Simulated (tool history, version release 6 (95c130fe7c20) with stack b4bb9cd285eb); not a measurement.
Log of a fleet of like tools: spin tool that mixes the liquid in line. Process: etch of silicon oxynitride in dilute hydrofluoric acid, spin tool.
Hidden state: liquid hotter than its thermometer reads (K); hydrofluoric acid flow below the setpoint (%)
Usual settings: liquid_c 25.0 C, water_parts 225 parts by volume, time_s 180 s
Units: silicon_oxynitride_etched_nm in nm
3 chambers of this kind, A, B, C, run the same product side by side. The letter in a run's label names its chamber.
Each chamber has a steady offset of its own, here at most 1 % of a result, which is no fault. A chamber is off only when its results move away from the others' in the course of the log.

run   hour  liquid_c  water_parts  time_s  hours since the thermometer was replaced  hours since the hydrofluoric acid flow meter was replaced  read-back film thickness of the silicon oxynitride reference wafer, read on the same gauge (nm)  silicon_oxynitride_etched_nm
 1A    3.3      25.0          225     180                                    2577.6                                                      270.2                                                                                           40.020                        2.0520
 2C    6.7      25.0          225     180                                    1977.7                                                      441.9                                                                                           40.039                        2.0819
 3B   12.6      25.0          225     180                                     601.3                                                     1026.5                                                                                           39.981                        2.1274
 4C   18.4      25.0          225     180                                    1989.4                                                      453.6                                                                                           40.005                        2.0642
 5B   24.8      25.0          225     180                                     613.5                                                     1038.7                                                                                           39.992                        2.0965
 6A   29.1      25.0          225     180                                    2603.4                                                      296.0                                                                                           40.019                        2.1517
 7C   33.7      25.0          225     180                                    2004.7                                                      468.9                                                                                           39.962                        2.0782
 8B   38.8      25.0          225     180                                     627.5                                                     1052.7                                                                                           40.000                        2.1543
 9A   42.3      25.0          225     180                                    2616.6                                                      309.2                                                                                           40.012                        2.1474
10A   46.8      28.5          225     180                                    2621.1                                                      313.7                                                                                           40.025                        2.4121
11B   53.0      28.5          225     180                                     641.7                                                     1066.9                                                                                           40.018                        2.4360
12C   57.7      28.5          225     180                                    2028.7                                                      492.9                                                                                           40.038                        2.4117
13A   63.1      25.0          225     180                                    2637.4                                                      330.0                                                                                           39.940                        2.1005
14C   66.9      25.0          225     180                                    2037.9                                                      502.1                                                                                           40.029                        2.0552
15B   72.4      25.0          225     180                                     661.1                                                     1086.3                                                                                           39.987                        2.0730
16C   78.3      25.0          225     180                                    2049.3                                                      513.5                                                                                           39.995                        2.1255
17B   82.3      25.0          225     180                                     671.0                                                     1096.2                                                                                           39.969                        2.0898
18A   87.3      25.0          225     180                                    2661.6                                                      354.2                                                                                           39.982                        2.0951
19A   91.6      25.0          225     145                                    2665.9                                                      358.5                                                                                           40.000                        1.7286
20C   97.3      25.0          225     145                                    2068.3                                                      532.5                                                                                           40.009                        1.6941
21B  100.5      25.0          225     145                                     689.2                                                     1114.4                                                                                           40.014                        1.6957
22A  105.5      25.0          225     180                                    2679.8                                                      372.4                                                                                           40.028                        2.0884
23B  108.5      22.0          225     255                                     697.2                                                     1122.4                                                                                           40.039                        2.5313
24C  114.0      22.0          225     255                                    2085.0                                                      549.2                                                                                           40.030                        2.5837
25B  120.4      22.0          225     255                                     709.1                                                     1134.3                                                                                           40.016                        2.6253
26A  125.0      25.0          225     180                                    2699.3                                                      391.9                                                                                           40.032                        2.0755
27C  129.3      25.0          225     180                                    2100.3                                                      564.5                                                                                           40.007                        2.0847
28B  136.1      25.0          225     180                                     724.8                                                     1150.0                                                                                           40.033                        2.0615
29A  140.3      25.0          225     180                                    2714.6                                                      407.2                                                                                           39.988                        2.1069
30C  146.4      25.0          225     180                                    2117.4                                                      581.6                                                                                           39.971                        2.1503
31B  150.2      27.5          305     180                                     738.9                                                     1164.1                                                                                           39.987                        1.6082
32A  155.9      27.5          305     180                                    2730.2                                                      422.8                                                                                           39.999                        1.6278
33C  158.9      27.5          305     180                                    2129.9                                                      594.1                                                                                           39.985                        1.6095
34C  163.2      25.0          225     180                                    2134.2                                                      598.4                                                                                           40.011                        2.0603
35B  168.2      25.0          225     180                                     756.9                                                     1182.1                                                                                           39.994                        2.0134
36A  172.0      25.0          225     180                                    2746.3                                                      438.9                                                                                           40.045                        2.1039
37B  178.0      25.0          225     180                                     766.7                                                     1191.9                                                                                           40.006                        2.0320
38C  182.8      25.0          225     180                                    2153.8                                                      618.0                                                                                           39.948                        2.1081
39A  186.1      25.0          225     180                                    2760.4                                                      453.0                                                                                           39.959                        2.0649
40A  190.1      25.0          225     180                                    2764.4                                                      457.0                                                                                           39.947                        2.1064
41C  195.3      22.0          225     180                                    2166.3                                                      630.5                                                                                           39.988                        1.8094
42B  200.5      22.0          225     180                                     789.2                                                     1214.4                                                                                           40.003                        1.8122

All 3 chambers run these settings next. Forecast each chamber's results:
43A  205.4      25.0          295     180                                                                                                                                                                                                                                   ?
43B  205.4      25.0          295     180                                                                                                                                                                                                                                   ?
43C  205.4      25.0          295     180                                                                                                                                                                                                                                   ?

run  silicon_oxynitride_etched_nm
43A                        1.4857
43B                        1.4996
43C                        1.5126
